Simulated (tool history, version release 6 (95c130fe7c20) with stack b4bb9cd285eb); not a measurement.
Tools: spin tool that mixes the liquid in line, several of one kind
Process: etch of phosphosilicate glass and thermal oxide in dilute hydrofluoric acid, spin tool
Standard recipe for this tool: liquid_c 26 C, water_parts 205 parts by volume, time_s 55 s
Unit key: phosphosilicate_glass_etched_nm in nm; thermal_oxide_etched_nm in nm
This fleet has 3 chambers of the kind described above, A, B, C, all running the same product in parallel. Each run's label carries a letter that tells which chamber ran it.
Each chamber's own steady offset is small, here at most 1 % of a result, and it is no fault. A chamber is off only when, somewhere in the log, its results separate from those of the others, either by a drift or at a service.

run   hour  liquid_c  water_parts  time_s  read-back film thickness of the phosphosilicate glass reference wafer, read on the same gauge (nm)  read-back film thickness of the thermal oxide reference wafer, read on the same gauge (nm)  phosphosilicate_glass_etched_nm  thermal_oxide_etched_nm
 1B    2.5        26          205      55                                                                                              149.99                                                                                      59.968                           15.259                   1.1693
 2C    6.1        26          205      55                                                                                                 150                                                                                       59.99                           15.447                   1.1797
 3A    9.7        26          205      55                                                                                                 150                                                                                      60.005                           15.574                   1.1994
 4A     12        26          205      55                                                                                              149.99                                                                                      59.992                           15.301                    1.207
 5B   15.2        26          205      55                                                                                              149.99                                                                                      60.033                           15.345                   1.2289
 6C   18.5        26          205      55                                                                                                 150                                                                                      59.987                           15.414                   1.2092
 7C   20.7        26          205      55                                                                                              150.01                                                                                       60.01                           15.262                   1.2265
 8A   23.1      21.5          285      55                                                                                                 150                                                                                       60.02                           8.7109                  0.67896
 9B   25.4      21.5          285      55                                                                                              150.04                                                                                      60.017                           8.6522                  0.67774
10B   29.9      21.5          285      55                                                                                              150.02                                                                                          60                           8.5514                  0.66739
11A   34.6        26          205      55                                                                                                 150                                                                                      60.004                           15.385                   1.1952
12C   38.6        26          205      55                                                                                              150.03                                                                                      60.028                           15.401                   1.1807
13B   41.4        26          205      55                                                                                                 150                                                                                      59.972                           15.231                   1.1685
14C   44.1        26          260      70                                                                                              150.01                                                                                      59.986                           14.564                   1.1627
15A   48.9        26          260      70                                                                                              150.02                                                                                      60.001                           14.687                   1.1192
16C   52.4        26          260      70                                                                                                 150                                                                                      59.998                           14.616                   1.1001
17B   55.6        26          205      55                                                                                                 150                                                                                       60.01                           15.298                   1.2133
18A     59        26          205      55                                                                                              149.98                                                                                      59.977                           15.495                   1.2753
19A   61.3        24          205      55                                                                                              149.99                                                                                      60.008                           14.406                   1.1085
20C   65.6        24          205      55                                                                                              149.98                                                                                      60.045                           14.341                   1.0839
21B   68.9        24          205      55                                                                                              149.98                                                                                      59.991                           14.242                   1.1251
22A   71.7      29.5          205      55                                                                                              149.99                                                                                      59.996                           17.442                    1.403
23B   75.4      29.5          205      55                                                                                              150.03                                                                                       60.01                            17.22                   1.3332
24C     78      29.5          205      55                                                                                              149.97                                                                                      59.997                           17.266                   1.3364
25C   80.5        26          205      55                                                                                              150.01                                                                                      59.984                           15.444                   1.2482
26B   82.7        26          205      55                                                                                                 150                                                                                      59.995                           15.147                   1.1589
27A   85.7        26          205      55                                                                                              150.03                                                                                      59.979                           15.502                   1.2056
28C   90.5        26          205      55                                                                                              150.01                                                                                      60.048                           15.447                   1.1988
29B   94.6      24.5          290      55                                                                                                 150                                                                                      60.013                           9.2922                  0.73409
30A   99.1      24.5          290      55                                                                                              149.99                                                                                       60.01                           9.5261                   0.7541
31B  103.6      24.5          290      55                                                                                                 150                                                                                      60.026                           9.3707                  0.71263
32A    108        26          205      55                                                                                              149.98                                                                                      59.998                           15.553                   1.1986
33C  111.9        26          205      55                                                                                              150.01                                                                                      60.012                           15.363                   1.1744
34C  116.7        26          205      55                                                                                                 150                                                                                      59.952                           15.308                   1.1892
35B  121.3        26          205      55                                                                                                 150                                                                                      60.015                           15.232                    1.213
36A  125.6        26          205      55                                                                                                 150                                                                                      60.027                           15.558                   1.2066
37A  130.1        24          205      75                                                                                              149.99                                                                                      60.019                           19.677                   1.5515
38C  133.2        24          205      75                                                                                              149.98                                                                                      59.972                           19.535                   1.5947
39B  135.6        24          205      75                                                                                                 150                                                                                       60.01                           19.381                   1.4888
40C  137.8      30.5          205      25                                                                                              149.98                                                                                      60.011                           8.1953                  0.66001

All chambers now run identical settings, listed one chamber a line with results as question marks. What results will each chamber show?
41A  141.3        26          205      55                                                                                                                                                                                                                                ?                        ?
41B  141.3        26          205      55                                                                                                                                                                                                                                ?                        ?
41C  141.3        26          205      55                                                                                                                                                                                                                                ?                        ?

run  phosphosilicate_glass_etched_nm  thermal_oxide_etched_nm
41A                            15.53                     1.24
41B                           15.371                   1.2307
41C                           15.304                   1.1968

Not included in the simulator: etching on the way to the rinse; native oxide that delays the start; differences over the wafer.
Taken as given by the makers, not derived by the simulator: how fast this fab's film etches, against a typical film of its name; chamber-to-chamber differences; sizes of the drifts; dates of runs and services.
